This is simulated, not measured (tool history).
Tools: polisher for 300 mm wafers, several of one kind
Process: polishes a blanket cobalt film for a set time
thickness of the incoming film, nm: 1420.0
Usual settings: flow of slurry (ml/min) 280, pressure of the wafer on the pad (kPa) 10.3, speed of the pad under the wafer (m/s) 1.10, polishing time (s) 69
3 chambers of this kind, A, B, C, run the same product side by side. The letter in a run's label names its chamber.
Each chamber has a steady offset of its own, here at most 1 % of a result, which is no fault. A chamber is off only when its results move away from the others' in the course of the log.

run   hour  flow of slurry (ml/min)  pressure of the wafer on the pad (kPa)  speed of the pad under the wafer (m/s)  polishing time (s)  film removed (Å)
       2.7  -- chamber B: worn pad replaced by a new one
 1C   11.4                      280                                    10.3                                    1.10                  69            2923.8
 2B   21.8                      280                                    10.3                                    1.10                  69            2957.8
      22.5  -- chamber C: head pressure recalibrated
 3A   29.7                      280                                    10.3                                    1.10                  69            2937.8
      30.4  -- chamber C: worn pad replaced by a new one
 4B   38.6                      280                                    10.3                                    1.10                  69            3011.5
 5A   51.9                      280                                    10.3                                    1.10                  69            2954.2
 6C   64.1                      280                                    10.3                                    1.10                  69            2979.2
 7B   75.7                      280                                    10.3                                    1.10                  69            2978.2
 8A   87.1                      280                                    10.3                                    1.10                  59            2493.1
      93.7  -- chamber A: worn pad replaced by a new one
 9C  102.0                      280                                    10.3                                    1.10                  59            2525.6
     111.9  -- chamber B: head pressure recalibrated
10A  115.3                      280                                    10.3                                    1.10                  59            2527.1
     117.6  -- chamber C: slurry nozzle cleaned
11C  126.1                      280                                    10.3                                    1.10                  69            2926.2
12B  138.8                      280                                    10.3                                    1.10                  69            2935.7
13A  148.7                      215                                    10.3                                    1.10                  86            3638.6
14C  159.9                      215                                    10.3                                    1.10                  86            3608.2
     160.0  -- chamber B: worn pad replaced by a new one
15B  169.8                      215                                    10.3                                    1.10                  86            3665.4
16C  180.1                      280                                    10.3                                    1.10                  69            2908.9
     187.8  -- chamber C: worn pad replaced by a new one
17A  190.2                      280                                    10.3                                    1.10                  69            2931.2
18B  197.8                      280                                    10.3                                    1.10                  69            2957.1
19B  206.1                      280                                    10.3                                    1.10                  69            2955.6
20A  218.6                      280                                    10.3                                    1.10                  69            2944.2
21C  226.0                      280                                    10.3                                    1.10                  69            2958.2
22A  241.2                      280                                    10.3                                    1.10                  69            2874.1
23C  248.0                      280                                    10.3                                    1.10                  69            2992.7
     251.9  -- chamber A: worn pad replaced by a new one
24B  261.1                      280                                    10.3                                    1.10                  69            2984.0
     262.7  -- chamber A: head pressure recalibrated
25C  272.5                      280                                    10.3                                    1.10                  69            2923.4
26A  284.8                      280                                    10.3                                    1.10                  69            3052.6
27B  299.5                      280                                    10.3                                    1.10                  69            2864.1
28C  311.4                      280                                    10.3                                    1.10                  69            2956.6
     323.1  -- chamber B: worn pad replaced by a new one
29B  324.2                      280                                    10.3                                    1.10                  69            2950.2
30A  331.4                      280                                    10.3                                    1.10                  69            2961.8

All 3 chambers run these settings next. Forecast each chamber's results:
31A  342.4                      280                                    10.3                                    1.42                  69                 ?
31B  342.4                      280                                    10.3                                    1.42                  69                 ?
31C  342.4                      280                                    10.3                                    1.42                  69                 ?

run  film removed (Å)
31A            3839.6
31B            3887.4
31C            3908.0

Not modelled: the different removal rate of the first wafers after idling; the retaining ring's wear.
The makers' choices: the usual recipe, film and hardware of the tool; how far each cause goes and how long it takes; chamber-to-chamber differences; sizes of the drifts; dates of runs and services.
